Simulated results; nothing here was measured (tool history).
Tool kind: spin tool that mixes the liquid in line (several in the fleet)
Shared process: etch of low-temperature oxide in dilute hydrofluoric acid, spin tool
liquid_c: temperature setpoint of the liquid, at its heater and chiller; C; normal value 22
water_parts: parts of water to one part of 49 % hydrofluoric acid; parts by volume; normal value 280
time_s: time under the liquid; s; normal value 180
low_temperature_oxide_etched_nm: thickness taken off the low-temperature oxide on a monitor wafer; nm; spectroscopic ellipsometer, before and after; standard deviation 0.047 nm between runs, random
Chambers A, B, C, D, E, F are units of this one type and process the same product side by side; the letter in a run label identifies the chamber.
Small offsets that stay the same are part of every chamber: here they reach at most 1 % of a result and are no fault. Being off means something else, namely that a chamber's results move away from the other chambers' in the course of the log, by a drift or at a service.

run	hour	liquid_c	water_parts	time_s	hours since the thermometer was replaced	hours since the hydrofluoric acid flow meter was replaced	read-back film thickness of the low-temperature oxide reference wafer, read on the same gauge (nm)	low_temperature_oxide_etched_nm
# hour 5.5: chamber F: hydrofluoric acid flow meter replaced
1E	6.6	22	280	180	1109	460.6	99.98	5.2034
2B	13.9	22	280	180	1012	675.3	99.984	5.2994
3F	22	22	280	180	1390.1	16.6	100.01	5.3202
# hour 25.2: chamber B: hydrofluoric acid flow meter replaced
4A	31.7	22	280	180	623.7	1214.2	99.996	5.2157
5D	43.5	22	280	180	528.4	765.7	99.988	5.2514
# hour 46.9: chamber F: thermometer replaced
6C	49.8	22	280	180	561.6	417.3	100.01	5.2097
7F	57	22	280	180	10.2	51.6	99.98	5.2678
8E	65.6	22	280	180	1168	519.6	99.999	5.0938
9D	72.2	26.5	280	180	557.1	794.4	100.01	6.1079
10B	78.9	26.5	280	180	1077	53.8	99.985	6.1119
11C	85.6	26.5	280	180	597.4	453.1	100.01	6.1642
12A	94.1	26.5	280	180	686.1	1276.6	100.01	6.2005
13B	100.7	26.5	280	180	1098.8	75.6	99.993	6.1257
14F	110.8	26.5	280	180	64	105.4	100.01	6.1888
15E	116.1	22	280	180	1218.5	570.1	99.982	5.2584
# hour 116.4: chamber B: thermometer replaced
16C	126.3	22	280	180	638.1	493.8	100.01	5.233
17D	133.8	22	280	180	618.7	856	100.03	5.3186
18A	142.5	22	280	180	734.5	1325	100.02	5.4652
19D	149.3	22	280	180	634.2	871.5	99.991	5.208
20C	159.9	22	165	120	671.7	527.4	99.993	6.6601
21F	168.4	22	165	120	121.6	163	100	6.5925
22B	180.1	22	165	120	63.7	155	100.02	6.6514
23A	191.4	22	165	120	783.4	1373.9	100.01	6.7064
24E	198.5	22	165	120	1300.9	652.5	99.987	6.5194
25F	210.1	22	165	120	163.3	204.7	100.02	6.5997
26A	218.1	22	280	180	810.1	1400.6	99.992	5.4851
27C	228.6	22	280	180	740.4	596.1	100	5.2424
28B	235.4	22	280	180	119	210.3	99.996	5.2566
29E	246.3	22	280	180	1348.7	700.3	99.993	5.2076
30D	253.1	22	280	180	738	975.3	100.03	5.2354
31E	262.8	22	280	180	1365.2	716.8	100	5.1999
# hour 269: chamber E: hydrofluoric acid flow meter replaced
32C	270.2	22	280	180	782	637.7	99.972	5.1702
33F	281.8	22	225	115	235	276.4	99.988	4.3436
34A	289	22	225	115	881	1471.5	99.985	4.7053
35D	295.7	22	225	115	780.6	1017.9	100	4.4165
36B	302.5	22	225	115	186.1	277.4	100.02	4.3624
37B	312.7	22	225	115	196.3	287.6	100.02	4.4048
38E	323.4	22	225	115	1425.8	54.5	99.985	4.3329
39C	329.1	22	280	180	840.9	696.6	99.996	5.2142
40F	338.8	22	280	180	292	333.4	99.979	5.2336

Read the log: is a single chamber off, either drifting away or since a service, is the gauge that measures every chamber drifting, or is nothing wrong beyond small per-chamber offsets? Name any odd chamber and what most likely caused it.

It is chamber A that slowly wanders off from its peers.
Likeliest cause: hydrofluoric acid flow above the setpoint (%) = 6.42.
The log may not separate it from: liquid hotter than its thermometer reads (K).

Here are 4 candidates for chamber A's next run, each the usual settings with a change, their results left as question marks. Which one brings its results back in line with what the others give on the usual settings?
Allowed miss from the other chambers' usual-settings mean, per result, to count as in line: low_temperature_oxide_etched_nm 0.17 nm
41A-1	347.6	22	285	180				?
41A-2	347.6	22	260	180				?
41A-3	347.6	19.5	280	180				?
41A-4	347.6	22.5	280	180				?

The other chambers' mean on the usual settings: low_temperature_oxide_etched_nm 5.2355 nm
run	low_temperature_oxide_etched_nm
41A-1	5.5414
41A-2	6.2062
41A-3	5.163
41A-4	5.768
41A-3 puts the chamber back in line with the other chambers.

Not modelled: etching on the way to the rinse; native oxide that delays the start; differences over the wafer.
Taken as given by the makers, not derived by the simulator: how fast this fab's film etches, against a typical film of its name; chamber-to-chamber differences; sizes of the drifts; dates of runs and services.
